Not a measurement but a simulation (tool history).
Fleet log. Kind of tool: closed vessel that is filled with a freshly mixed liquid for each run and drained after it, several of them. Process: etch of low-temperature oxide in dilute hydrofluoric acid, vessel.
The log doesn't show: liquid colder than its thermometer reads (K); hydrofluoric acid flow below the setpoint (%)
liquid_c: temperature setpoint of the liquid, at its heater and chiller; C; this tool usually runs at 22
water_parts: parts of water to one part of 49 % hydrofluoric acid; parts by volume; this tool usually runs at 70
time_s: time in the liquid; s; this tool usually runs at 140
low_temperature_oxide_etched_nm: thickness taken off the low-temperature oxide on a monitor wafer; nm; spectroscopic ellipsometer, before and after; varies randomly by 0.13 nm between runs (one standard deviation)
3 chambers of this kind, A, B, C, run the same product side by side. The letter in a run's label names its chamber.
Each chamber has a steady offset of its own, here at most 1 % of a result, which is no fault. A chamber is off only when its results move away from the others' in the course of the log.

run	day	liquid_c	water_parts	time_s	hours since the thermometer was replaced	hours since the hydrofluoric acid flow meter was replaced	read-back film thickness of the low-temperature oxide reference wafer, read on the same gauge (nm)	low_temperature_oxide_etched_nm
1C	0.496	22	70	140	1390.0	551.4	89.988	29.746
2A	0.979	22	70	140	408.5	1816.6	90.020	29.934
3B	1.242	22	70	140	1775.3	390.2	89.981	29.938
4C	1.604	22	70	140	1416.6	578.0	90.004	29.676
5A	2.092	22	70	140	435.2	1843.3	89.995	29.829
6B	2.483	22	70	140	1805.1	420.0	90.017	29.946
7B	2.871	22	70	140	1814.4	429.3	89.990	29.788
8A	3.412	22	70	140	466.9	1875.0	90.000	29.886
9C	3.929	22	55	75	1472.4	633.8	90.013	20.404
10B	4.212	22	55	75	1846.6	461.5	89.999	20.529
11C	4.662	22	55	75	1490.0	651.4	90.001	20.331
12A	5.267	22	70	140	511.4	1919.5	89.984	30.137
# day 5.342: chamber C: hydrofluoric acid flow meter replaced
13B	5.542	22	70	140	1878.5	493.4	90.016	30.036
# day 5.946: chamber A: thermometer replaced
14A	6.142	22	80	95	4.8	1940.5	90.017	17.609
15C	6.508	22	80	95	1534.3	28.1	89.999	17.307
16B	6.775	22	80	95	1908.1	523.0	89.982	17.362
# day 6.988: chamber C: thermometer replaced
17C	7.325	22	50	185	8.1	47.7	89.986	55.683
18A	7.658	22	50	185	41.2	1976.9	90.018	56.912
19B	8.125	22	50	185	1940.5	555.4	90.004	56.643
20A	8.546	22	70	140	62.5	1998.2	89.990	30.022
21C	8.988	22	70	140	48.0	87.6	89.991	29.651
22B	9.300	22	70	140	1968.7	583.6	89.982	29.880
23C	9.862	22	70	140	69.0	108.6	89.992	29.659
24A	10.471	22	70	140	108.7	2044.4	90.003	29.810
25B	10.850	22	70	140	2005.9	620.8	89.982	29.879
26A	11.171	22	70	140	125.5	2061.2	90.013	29.888
27C	11.446	22	70	140	107.0	146.6	90.006	29.447
28B	12.017	22	70	140	2033.9	648.8	90.020	29.788
29A	12.354	22	70	140	153.9	2089.6	89.985	29.709
30C	12.683	22	70	140	136.7	176.3	90.006	29.770
31A	13.096	22	70	140	171.7	2107.4	90.011	30.001
32B	13.488	22	70	140	2069.2	684.1	90.003	29.887
33C	13.762	22	70	140	162.6	202.2	90.000	29.865
34C	14.117	22	70	140	171.1	210.7	90.014	29.656
35B	14.596	22	70	140	2095.8	710.7	89.985	29.866
36A	14.967	22	70	140	216.6	2152.3	89.991	29.671
37C	15.325	22	100	185	200.1	239.7	89.994	26.653
38B	15.871	22	100	185	2126.4	741.3	89.995	26.890
39A	16.467	22	100	185	252.6	2188.3	89.997	26.624
40A	16.904	22	70	140	263.1	2198.8	89.998	29.941
41C	17.179	22	70	140	244.6	284.2	89.990	29.489
42B	17.538	22	70	140	2166.4	781.3	90.009	29.971

For the next run the whole fleet of 3 chambers uses the same settings. Give each chamber's results:
43A	17.975	22	70	140				?
43B	17.975	22	70	140				?
43C	17.975	22	70	140				?

run	low_temperature_oxide_etched_nm
43A	29.870
43B	29.900
43C	29.855

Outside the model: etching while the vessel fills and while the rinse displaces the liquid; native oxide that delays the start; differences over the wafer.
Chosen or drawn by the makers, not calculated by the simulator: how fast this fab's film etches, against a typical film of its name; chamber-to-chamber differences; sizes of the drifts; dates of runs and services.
